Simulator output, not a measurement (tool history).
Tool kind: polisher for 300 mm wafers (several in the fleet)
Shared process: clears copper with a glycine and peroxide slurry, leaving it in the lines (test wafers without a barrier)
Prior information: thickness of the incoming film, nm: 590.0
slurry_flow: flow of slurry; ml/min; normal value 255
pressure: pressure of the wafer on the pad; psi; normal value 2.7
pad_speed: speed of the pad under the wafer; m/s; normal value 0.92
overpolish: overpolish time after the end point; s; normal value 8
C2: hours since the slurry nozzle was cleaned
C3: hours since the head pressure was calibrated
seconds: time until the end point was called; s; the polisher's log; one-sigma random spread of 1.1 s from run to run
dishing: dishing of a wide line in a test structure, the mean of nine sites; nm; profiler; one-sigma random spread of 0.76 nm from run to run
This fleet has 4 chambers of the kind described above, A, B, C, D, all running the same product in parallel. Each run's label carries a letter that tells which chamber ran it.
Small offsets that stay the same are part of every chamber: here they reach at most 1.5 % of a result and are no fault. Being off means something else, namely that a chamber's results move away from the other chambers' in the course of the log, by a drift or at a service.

run 1A day=0.154 | slurry_flow=255 pressure=2.7 pad_speed=0.92 overpolish=8 | wafers_polished_on_this_pad=403 C2=88.6 C3=295.5 | seconds=97.692 dishing=33.997
run 2D day=0.288 | slurry_flow=255 pressure=2.7 pad_speed=0.92 overpolish=8 | wafers_polished_on_this_pad=346 C2=219 C3=127.6 | seconds=96.276 dishing=32.845
run 3B day=0.462 | slurry_flow=255 pressure=2.7 pad_speed=0.92 overpolish=8 | wafers_polished_on_this_pad=934 C2=112.7 C3=93.5 | seconds=97.991 dishing=33.643
-- day=0.512 chamber D: slurry nozzle cleaned
run 4C day=0.567 | slurry_flow=255 pressure=2.7 pad_speed=0.92 overpolish=8 | wafers_polished_on_this_pad=280 C2=48.9 C3=29.2 | seconds=96.708 dishing=34.471
run 5D day=0.717 | slurry_flow=225 pressure=2.7 pad_speed=0.8 overpolish=8 | wafers_polished_on_this_pad=409 C2=4.9 C3=137.9 | seconds=107 dishing=31.92
run 6A day=0.908 | slurry_flow=225 pressure=2.7 pad_speed=0.8 overpolish=8 | wafers_polished_on_this_pad=515 C2=106.7 C3=313.6 | seconds=111.43 dishing=30.276
run 7C day=1.079 | slurry_flow=225 pressure=2.7 pad_speed=0.8 overpolish=8 | wafers_polished_on_this_pad=356 C2=61.2 C3=41.5 | seconds=110.83 dishing=30.772
run 8B day=1.196 | slurry_flow=225 pressure=2.7 pad_speed=0.8 overpolish=8 | wafers_polished_on_this_pad=1042 C2=130.3 C3=111.1 | seconds=111.21 dishing=29.588
run 9D day=1.317 | slurry_flow=255 pressure=2.7 pad_speed=0.92 overpolish=8 | wafers_polished_on_this_pad=498 C2=19.3 C3=152.3 | seconds=96.633 dishing=35.34
run 10C day=1.483 | slurry_flow=255 pressure=2.7 pad_speed=0.92 overpolish=8 | wafers_polished_on_this_pad=416 C2=70.9 C3=51.2 | seconds=97.126 dishing=34.8
run 11A day=1.583 | slurry_flow=255 pressure=2.7 pad_speed=0.92 overpolish=8 | wafers_polished_on_this_pad=615 C2=122.9 C3=329.8 | seconds=99.625 dishing=34.402
run 12B day=1.762 | slurry_flow=255 pressure=2.7 pad_speed=0.92 overpolish=8 | wafers_polished_on_this_pad=1126 C2=143.9 C3=124.7 | seconds=97.94 dishing=34.311
run 13C day=1.917 | slurry_flow=255 pressure=2.7 pad_speed=0.92 overpolish=8 | wafers_polished_on_this_pad=480 C2=81.3 C3=61.6 | seconds=99.778 dishing=34.55
run 14D day=2.046 | slurry_flow=255 pressure=2.7 pad_speed=0.92 overpolish=8 | wafers_polished_on_this_pad=605 C2=36.8 C3=169.8 | seconds=97.735 dishing=33.919
run 15A day=2.154 | slurry_flow=255 pressure=2.7 pad_speed=0.92 overpolish=8 | wafers_polished_on_this_pad=699 C2=136.6 C3=343.5 | seconds=99.142 dishing=36.049
run 16B day=2.312 | slurry_flow=255 pressure=2.7 pad_speed=0.92 overpolish=8 | wafers_polished_on_this_pad=1207 C2=157.1 C3=137.9 | seconds=98.579 dishing=32.735
run 17B day=2.508 | slurry_flow=255 pressure=2.7 pad_speed=0.92 overpolish=8 | wafers_polished_on_this_pad=1236 C2=161.8 C3=142.6 | seconds=98.984 dishing=33.15
run 18D day=2.638 | slurry_flow=255 pressure=2.7 pad_speed=0.92 overpolish=8 | wafers_polished_on_this_pad=693 C2=51 C3=184 | seconds=98.124 dishing=34.752
run 19C day=2.767 | slurry_flow=255 pressure=2.7 pad_speed=0.92 overpolish=8 | wafers_polished_on_this_pad=605 C2=101.7 C3=82 | seconds=98.247 dishing=33.697
run 20A day=2.862 | slurry_flow=255 pressure=2.7 pad_speed=0.92 overpolish=8 | wafers_polished_on_this_pad=804 C2=153.6 C3=360.5 | seconds=98.471 dishing=35.709
run 21A day=3.046 | slurry_flow=255 pressure=2.7 pad_speed=0.92 overpolish=8 | wafers_polished_on_this_pad=831 C2=158 C3=364.9 | seconds=98.215 dishing=35.76
run 22C day=3.192 | slurry_flow=255 pressure=2.7 pad_speed=0.92 overpolish=8 | wafers_polished_on_this_pad=668 C2=111.9 C3=92.2 | seconds=99.465 dishing=34.51
run 23B day=3.35 | slurry_flow=255 pressure=2.7 pad_speed=0.92 overpolish=8 | wafers_polished_on_this_pad=1361 C2=182 C3=162.8 | seconds=101.4 dishing=34.829
run 24D day=3.479 | slurry_flow=255 pressure=2.7 pad_speed=0.92 overpolish=8 | wafers_polished_on_this_pad=817 C2=71.2 C3=204.2 | seconds=97.259 dishing=34.925
run 25D day=3.633 | slurry_flow=255 pressure=2.7 pad_speed=0.92 overpolish=8 | wafers_polished_on_this_pad=840 C2=74.9 C3=207.9 | seconds=95.778 dishing=34.939
run 26B day=3.742 | slurry_flow=255 pressure=2.7 pad_speed=0.92 overpolish=8 | wafers_polished_on_this_pad=1419 C2=191.4 C3=172.2 | seconds=102.14 dishing=32.906
run 27A day=3.929 | slurry_flow=255 pressure=2.7 pad_speed=0.92 overpolish=8 | wafers_polished_on_this_pad=961 C2=179.2 C3=386.1 | seconds=98.308 dishing=33.204
run 28C day=4.125 | slurry_flow=255 pressure=2.7 pad_speed=0.92 overpolish=8 | wafers_polished_on_this_pad=806 C2=134.3 C3=114.6 | seconds=98.375 dishing=34.054
run 29D day=4.292 | slurry_flow=255 pressure=2.7 pad_speed=0.92 overpolish=8 | wafers_polished_on_this_pad=937 C2=90.7 C3=223.7 | seconds=96.152 dishing=33.023
run 30A day=4.404 | slurry_flow=255 pressure=2.3 pad_speed=0.92 overpolish=8 | wafers_polished_on_this_pad=1031 C2=190.6 C3=397.5 | seconds=112.61 dishing=31.814
run 31C day=4.567 | slurry_flow=255 pressure=2.3 pad_speed=0.92 overpolish=8 | wafers_polished_on_this_pad=871 C2=144.9 C3=125.2 | seconds=110.43 dishing=30.464
-- day=4.592 chamber A: worn pad replaced by a new one
run 32B day=4.733 | slurry_flow=255 pressure=2.3 pad_speed=0.92 overpolish=8 | wafers_polished_on_this_pad=1565 C2=215.2 C3=196 | seconds=120.45 dishing=28.942
run 33B day=4.846 | slurry_flow=255 pressure=2.3 pad_speed=0.92 overpolish=8 | wafers_polished_on_this_pad=1582 C2=217.9 C3=198.7 | seconds=122.47 dishing=28.897
run 34A day=5.012 | slurry_flow=255 pressure=2.7 pad_speed=0.92 overpolish=8 | wafers_polished_on_this_pad=62 C2=205.2 C3=412.1 | seconds=98.762 dishing=34.147
run 35D day=5.108 | slurry_flow=255 pressure=2.7 pad_speed=1.04 overpolish=8 | wafers_polished_on_this_pad=1058 C2=110.3 C3=243.3 | seconds=87.838 dishing=35.983

One chamber off, gauge drift, or nothing amiss beyond the chambers' own small offsets? If it is a chamber, which one, and what is the likeliest cause?

It is chamber B that slowly wanders off from its peers.
Likeliest cause: removal rate lost through wear of the pad, % = 8.22.
Not necessarily distinguishable in this log from: head's pressure below its setpoint, %.

Below are 4 candidate recipes for chamber B's next run, each the usual settings with a change, their results shown as question marks. Which of them brings B's results back in line with what the other chambers give on the usual settings?
Allowed miss from the other chambers' usual-settings mean, per result, to count as in line: seconds 3.8 s; dishing 2.7 nm
run 36B-1 day=5.25 | slurry_flow=255 pressure=2.6 pad_speed=0.86 overpolish=8 | seconds=? dishing=?
run 36B-2 day=5.25 | slurry_flow=255 pressure=2.7 pad_speed=0.9 overpolish=8 | seconds=? dishing=?
run 36B-3 day=5.25 | slurry_flow=255 pressure=2.7 pad_speed=0.94 overpolish=8 | seconds=? dishing=?
run 36B-4 day=5.25 | slurry_flow=255 pressure=2.8 pad_speed=0.98 overpolish=8 | seconds=? dishing=?

The mean the other chambers reach with the usual settings: seconds 97.953 s; dishing 34.385 nm
run=36B-1 seconds=116.4 dishing=29.441
run=36B-2 seconds=108.98 dishing=31.243
run=36B-3 seconds=105.22 dishing=32.219
run=36B-4 seconds=98.77 dishing=34.094
36B-4 is the one that brings the chamber's results back in line with the other chambers.

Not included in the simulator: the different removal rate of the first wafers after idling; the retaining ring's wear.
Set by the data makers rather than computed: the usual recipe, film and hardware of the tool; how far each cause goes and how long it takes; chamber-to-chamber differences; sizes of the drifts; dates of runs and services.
